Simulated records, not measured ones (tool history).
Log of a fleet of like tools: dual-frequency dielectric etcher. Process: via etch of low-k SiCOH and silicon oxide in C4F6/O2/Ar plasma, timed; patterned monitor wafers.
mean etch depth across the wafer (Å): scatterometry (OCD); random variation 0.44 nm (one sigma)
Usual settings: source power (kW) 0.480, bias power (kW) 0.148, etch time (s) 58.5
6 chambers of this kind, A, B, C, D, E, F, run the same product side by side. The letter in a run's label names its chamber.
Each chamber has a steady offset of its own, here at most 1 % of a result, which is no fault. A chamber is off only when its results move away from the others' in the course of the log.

run,hour,source power (kW),bias power (kW),etch time (s),"read-back reference wafer on the same gauge, depth_nm",mean etch depth across the wafer (Å)
1D,15.2,0.480,0.148,58.5,152.05,1538.6
2A,30.6,0.480,0.148,58.5,151.98,1541.8
3E,40.3,0.480,0.148,58.5,151.95,1547.2
4B,50.9,0.480,0.148,58.5,151.91,1536.1
5C,61.2,0.580,0.133,58.5,152.07,1626.6
6F,70.3,0.580,0.133,58.5,151.95,1618.4
7A,83.2,0.580,0.133,58.5,152.01,1605.8
8F,97.4,0.580,0.133,58.5,151.92,1617.3
# hour 99.7: chamber B: wet clean of the chamber
9C,108.3,0.580,0.133,58.5,152.04,1621.9
10D,115.4,0.580,0.133,58.5,151.98,1613.8
11B,130.7,0.480,0.148,58.5,152.14,1538.8
12E,141.4,0.480,0.148,58.5,152.06,1540.1
13A,152.2,0.480,0.148,58.5,152.07,1537.2
14E,160.3,0.480,0.148,58.5,152.05,1543.6
15B,167.7,0.480,0.148,58.5,152.04,1536.5
16C,175.8,0.480,0.148,58.5,152.00,1566.0
17D,189.1,0.480,0.148,58.5,152.04,1542.2
18F,200.4,0.480,0.148,64.0,151.88,1703.6
# hour 212.4: chamber E: source power generator calibrated
19F,214.1,0.480,0.148,64.0,151.93,1704.3
# hour 228.2: chamber E: wet clean of the chamber
20A,229.0,0.480,0.148,64.0,151.87,1687.8
21B,239.9,0.480,0.148,64.0,151.90,1683.5
22E,248.4,0.480,0.148,64.0,151.98,1693.4
23C,257.1,0.480,0.148,64.0,152.00,1725.1
24D,269.3,0.480,0.148,58.5,152.04,1542.8
25E,278.8,0.480,0.148,58.5,151.96,1553.3
26A,289.5,0.480,0.148,58.5,152.14,1547.5
27C,296.3,0.480,0.148,58.5,151.91,1582.4
# hour 306.7: chamber D: wet clean of the chamber
28B,307.9,0.480,0.148,58.5,151.99,1531.7
# hour 311.9: chamber F: wet clean of the chamber
29D,317.8,0.480,0.148,58.5,151.99,1542.6
30F,330.5,0.480,0.148,58.5,152.06,1547.1
31F,345.8,0.480,0.148,47.0,152.03,1244.5
32D,359.2,0.480,0.148,47.0,151.93,1243.8
33C,366.1,0.480,0.148,47.0,151.93,1273.8
34B,372.8,0.480,0.148,47.0,152.00,1229.0
35E,381.6,0.480,0.148,47.0,152.11,1234.3
36A,394.7,0.480,0.148,47.0,152.04,1239.3
37B,402.3,0.480,0.148,58.5,152.02,1533.2
38E,410.7,0.480,0.148,58.5,151.93,1545.3
39C,423.9,0.480,0.148,58.5,151.88,1598.7
40F,433.3,0.480,0.148,58.5,151.92,1545.2
41A,444.7,0.480,0.148,58.5,151.95,1547.6
# hour 447.0: chamber D: bias power generator calibrated
42D,457.2,0.480,0.148,58.5,152.01,1545.5
43B,467.5,0.480,0.125,58.5,152.07,1468.2
# hour 479.1: chamber A: bias power generator calibrated
44A,479.7,0.480,0.125,58.5,152.04,1464.9

All 6 chambers run these settings next. Forecast each chamber's results:
45A,490.7,0.480,0.148,58.5,,?
45B,490.7,0.480,0.148,58.5,,?
45C,490.7,0.480,0.148,58.5,,?
45D,490.7,0.480,0.148,58.5,,?
45E,490.7,0.480,0.148,58.5,,?
45F,490.7,0.480,0.148,58.5,,?

run,mean etch depth across the wafer (Å)
45A,1544.5
45B,1537.0
45C,1595.8
45D,1543.5
45E,1538.7
45F,1552.0

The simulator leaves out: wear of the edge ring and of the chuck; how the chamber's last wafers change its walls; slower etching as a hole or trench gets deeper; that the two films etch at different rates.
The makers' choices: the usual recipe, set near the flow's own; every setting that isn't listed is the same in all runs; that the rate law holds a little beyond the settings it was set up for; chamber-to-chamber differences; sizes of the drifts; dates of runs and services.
